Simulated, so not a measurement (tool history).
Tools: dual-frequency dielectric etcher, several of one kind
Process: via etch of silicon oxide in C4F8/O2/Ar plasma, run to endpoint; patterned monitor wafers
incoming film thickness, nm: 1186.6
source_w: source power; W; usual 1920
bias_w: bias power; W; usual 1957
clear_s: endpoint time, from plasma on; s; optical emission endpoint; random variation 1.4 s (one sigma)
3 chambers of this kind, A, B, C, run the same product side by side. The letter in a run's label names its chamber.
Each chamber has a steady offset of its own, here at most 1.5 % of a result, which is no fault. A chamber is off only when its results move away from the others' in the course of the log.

| run | day | source_w | bias_w | hours since the last wet clean | hours since the last source power generator calibration | hours since the last bias power generator calibration | clear_s |
|---|---|---|---|---|---|---|---|
| 1C | 0.167 | 1920 | 1957 | 278.2 | 2310.9 | 2408.8 | 241.31 |
| 2A | 0.317 | 1920 | 1957 | 242.1 | 3969.2 | 1053.1 | 239.89 |
| 3B | 0.45 | 1920 | 1957 | 254.5 | 3477.2 | 3052.4 | 240.7 |
| 4C | 0.596 | 1920 | 1957 | 288.5 | 2321.2 | 2419.1 | 243.04 |
| 5B | 0.892 | 1920 | 1957 | 265.1 | 3487.8 | 3063 | 242.9 |
| 6A | 1.088 | 1920 | 1957 | 260.6 | 3987.7 | 1071.6 | 239.02 |
| 7B | 1.354 | 1920 | 1957 | 276.2 | 3498.9 | 3074.1 | 241.72 |
| 8A | 1.596 | 1920 | 1957 | 272.8 | 3999.9 | 1083.8 | 239.02 |
| 9C | 1.762 | 1920 | 1957 | 316.5 | 2349.2 | 2447.1 | 241.2 |
| 10A | 2.033 | 1920 | 1957 | 283.3 | 4010.4 | 1094.3 | 238.89 |
| 11C | 2.283 | 1920 | 1957 | 329 | 2361.7 | 2459.6 | 244.44 |
|  | 2.488 | chamber C: wet clean of the chamber |
| 12B | 2.508 | 1920 | 1957 | 303.9 | 3526.6 | 3101.8 | 237.59 |
| 13A | 2.662 | 1920 | 1957 | 298.4 | 4025.5 | 1109.4 | 243.07 |
| 14C | 2.896 | 1920 | 1957 | 9.8 | 2376.4 | 2474.3 | 238.9 |
| 15B | 3.1 | 1730 | 2416 | 318.1 | 3540.8 | 3116 | 231.58 |
| 16B | 3.367 | 1730 | 2416 | 324.5 | 3547.2 | 3122.4 | 229.57 |
| 17C | 3.583 | 1730 | 2416 | 26.3 | 2392.9 | 2490.8 | 234.19 |
| 18A | 3.775 | 1920 | 1957 | 325.1 | 4052.2 | 1136.1 | 242.26 |
| 19A | 3.971 | 1920 | 1957 | 329.8 | 4056.9 | 1140.8 | 240.3 |
| 20C | 4.233 | 1920 | 1957 | 41.9 | 2408.5 | 2506.4 | 238.65 |
| 21B | 4.438 | 1920 | 1957 | 350.2 | 3572.9 | 3148.1 | 233.85 |
|  | 4.612 | chamber A: source power generator calibrated |
| 22C | 4.712 | 1920 | 1957 | 53.4 | 2420 | 2517.9 | 240.2 |
| 23A | 4.867 | 1920 | 1957 | 351.3 | 6.1 | 1162.3 | 241.51 |
| 24B | 5.088 | 1920 | 1957 | 365.8 | 3588.5 | 3163.7 | 233.09 |
|  | 5.104 | chamber A: wet clean of the chamber |
| 25B | 5.262 | 1920 | 1957 | 370 | 3592.7 | 3167.9 | 232.18 |
| 26A | 5.5 | 1920 | 1957 | 9.6 | 21.3 | 1177.5 | 238.43 |
|  | 5.621 | chamber C: source power generator calibrated |
| 27C | 5.762 | 1920 | 1957 | 78.6 | 3.5 | 2543.1 | 240.71 |
| 28C | 5.992 | 1920 | 1957 | 84.1 | 9 | 2548.6 | 238.74 |
| 29A | 6.192 | 1920 | 1957 | 26.2 | 37.9 | 1194.1 | 237.72 |
| 30B | 6.467 | 2170 | 1796 | 398.9 | 3621.6 | 3196.8 | 224.98 |

All 3 chambers run these settings next. Forecast each chamber's results:
| 31A | 6.683 | 1920 | 1957 |  |  |  | ? |
| 31B | 6.683 | 1920 | 1957 |  |  |  | ? |
| 31C | 6.683 | 1920 | 1957 |  |  |  | ? |

| run | clear_s |
|---|---|
| 31A | 237.78 |
| 31B | 228.47 |
| 31C | 239.53 |
